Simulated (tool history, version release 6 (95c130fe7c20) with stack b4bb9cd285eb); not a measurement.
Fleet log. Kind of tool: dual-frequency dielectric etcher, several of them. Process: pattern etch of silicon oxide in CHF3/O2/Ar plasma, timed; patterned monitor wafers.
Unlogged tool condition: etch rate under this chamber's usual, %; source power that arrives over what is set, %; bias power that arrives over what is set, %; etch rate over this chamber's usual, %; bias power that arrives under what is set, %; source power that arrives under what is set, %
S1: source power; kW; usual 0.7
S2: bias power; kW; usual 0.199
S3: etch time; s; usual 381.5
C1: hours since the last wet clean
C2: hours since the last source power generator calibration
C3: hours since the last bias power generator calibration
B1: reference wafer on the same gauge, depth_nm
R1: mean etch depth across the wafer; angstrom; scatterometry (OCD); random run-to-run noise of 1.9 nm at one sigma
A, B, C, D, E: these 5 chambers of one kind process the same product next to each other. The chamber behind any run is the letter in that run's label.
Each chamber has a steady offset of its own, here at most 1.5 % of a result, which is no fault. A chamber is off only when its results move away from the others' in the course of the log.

run 1B day=0.425 | S1=0.7 S2=0.199 S3=381.5 | C1=109.6 C2=1158.5 C3=70.7 | B1=732.24 | R1=8154.4
run 2D day=0.838 | S1=0.7 S2=0.199 S3=381.5 | C1=525.6 C2=472.2 C3=1622.9 | B1=732.53 | R1=8357.4
run 3C day=1.4 | S1=0.7 S2=0.199 S3=381.5 | C1=255.7 C2=732.4 C3=360.7 | B1=732.33 | R1=8227.6
run 4E day=1.904 | S1=0.7 S2=0.199 S3=381.5 | C1=148 C2=1891.7 C3=901.7 | B1=731.63 | R1=8225.8
run 5A day=2.221 | S1=0.7 S2=0.199 S3=381.5 | C1=298.7 C2=2704.1 C3=2038.6 | B1=731.93 | R1=8247.5
run 6C day=2.55 | S1=0.7 S2=0.199 S3=381.5 | C1=283.3 C2=760 C3=388.3 | B1=731.77 | R1=8235.2
run 7A day=3.112 | S1=0.7 S2=0.165 S3=438 | C1=320.1 C2=2725.5 C3=2060 | B1=731.86 | R1=8894.1
run 8D day=3.471 | S1=0.7 S2=0.165 S3=438 | C1=588.8 C2=535.4 C3=1686.1 | B1=732.12 | R1=8982.2
run 9B day=4.129 | S1=0.7 S2=0.165 S3=438 | C1=198.5 C2=1247.4 C3=159.6 | B1=732.16 | R1=8817.3
run 10E day=4.625 | S1=0.7 S2=0.165 S3=438 | C1=213.3 C2=1957 C3=967 | B1=731.96 | R1=8878.2
run 11E day=4.917 | S1=0.7 S2=0.165 S3=438 | C1=220.3 C2=1964 C3=974 | B1=732.19 | R1=8878.4
-- day=4.933 chamber D: wet clean of the chamber
run 12C day=5.488 | S1=0.7 S2=0.199 S3=381.5 | C1=353.8 C2=830.5 C3=458.8 | B1=732.4 | R1=8226.7
run 13D day=6.05 | S1=0.7 S2=0.199 S3=381.5 | C1=26.8 C2=597.3 C3=1748 | B1=732.08 | R1=8324.5
run 14B day=6.704 | S1=0.7 S2=0.199 S3=381.5 | C1=260.3 C2=1309.2 C3=221.4 | B1=731.8 | R1=8182.9
run 15A day=7.183 | S1=0.7 S2=0.199 S3=381.5 | C1=417.8 C2=2823.2 C3=2157.7 | B1=731.81 | R1=8246.1
run 16B day=7.746 | S1=0.7 S2=0.199 S3=381.5 | C1=285.3 C2=1334.2 C3=246.4 | B1=731.73 | R1=8189.7
run 17D day=8.129 | S1=0.7 S2=0.199 S3=381.5 | C1=76.7 C2=647.2 C3=1797.9 | B1=732.24 | R1=8290.2
run 18A day=8.758 | S1=0.7 S2=0.199 S3=381.5 | C1=455.6 C2=2861 C3=2195.5 | B1=731.83 | R1=8262.9
run 19C day=9.092 | S1=0.7 S2=0.199 S3=381.5 | C1=440.3 C2=917 C3=545.3 | B1=732.03 | R1=8253.7
run 20E day=9.662 | S1=0.7 S2=0.199 S3=381.5 | C1=334.2 C2=2077.9 C3=1087.9 | B1=732.01 | R1=8242.2
run 21C day=10.217 | S1=0.7 S2=0.199 S3=381.5 | C1=467.3 C2=944 C3=572.3 | B1=732.08 | R1=8246.1
run 22D day=10.562 | S1=0.7 S2=0.199 S3=381.5 | C1=135.1 C2=705.6 C3=1856.3 | B1=732.13 | R1=8323.9
run 23E day=10.958 | S1=0.7 S2=0.237 S3=381.5 | C1=365.3 C2=2109 C3=1119 | B1=732.16 | R1=8763.5
run 24A day=11.275 | S1=0.7 S2=0.237 S3=381.5 | C1=516 C2=2921.4 C3=2255.9 | B1=732.48 | R1=8742.9
run 25B day=11.733 | S1=0.7 S2=0.237 S3=381.5 | C1=381 C2=1429.9 C3=342.1 | B1=732.08 | R1=8706.3
-- day=12.025 chamber E: wet clean of the chamber
run 26E day=12.117 | S1=0.7 S2=0.237 S3=381.5 | C1=2.3 C2=2136.8 C3=1146.8 | B1=732.44 | R1=8728.5
-- day=12.525 chamber C: wet clean of the chamber
run 27D day=12.767 | S1=0.7 S2=0.237 S3=381.5 | C1=188 C2=758.5 C3=1909.2 | B1=732.19 | R1=8841.9
run 28B day=13.275 | S1=0.7 S2=0.199 S3=381.5 | C1=418 C2=1466.9 C3=379.1 | B1=731.86 | R1=8195.5
run 29C day=13.692 | S1=0.7 S2=0.199 S3=381.5 | C1=28.1 C2=1027.4 C3=655.7 | B1=731.93 | R1=8240.9
-- day=13.762 chamber B: wet clean of the chamber
run 30A day=14.175 | S1=0.7 S2=0.199 S3=381.5 | C1=585.6 C2=2991 C3=2325.5 | B1=732.17 | R1=8243.4
run 31D day=14.762 | S1=0.7 S2=0.199 S3=381.5 | C1=235.9 C2=806.4 C3=1957.1 | B1=732 | R1=8337.4
run 32E day=15.229 | S1=0.7 S2=0.199 S3=381.5 | C1=77 C2=2211.5 C3=1221.5 | B1=732.12 | R1=8245.5
run 33C day=15.554 | S1=0.56 S2=0.199 S3=302.5 | C1=72.8 C2=1072.1 C3=700.4 | B1=731.82 | R1=6005.2
run 34A day=15.925 | S1=0.56 S2=0.199 S3=302.5 | C1=627.6 C2=3033 C3=2367.5 | B1=732 | R1=6000.6
run 35B day=16.496 | S1=0.56 S2=0.199 S3=302.5 | C1=65.7 C2=1544.2 C3=456.4 | B1=731.65 | R1=5962.3
run 36E day=16.804 | S1=0.56 S2=0.199 S3=302.5 | C1=114.8 C2=2249.3 C3=1259.3 | B1=732.24 | R1=6012
run 37A day=17.138 | S1=0.56 S2=0.199 S3=302.5 | C1=656.7 C2=3062.1 C3=2396.6 | B1=732.49 | R1=5997.9

One chamber off, gauge drift, or nothing amiss beyond the chambers' own small offsets? If it is a chamber, which one, and what is the likeliest cause?

All chambers stay in line apart from their small fixed offsets, and the gauge does not drift.
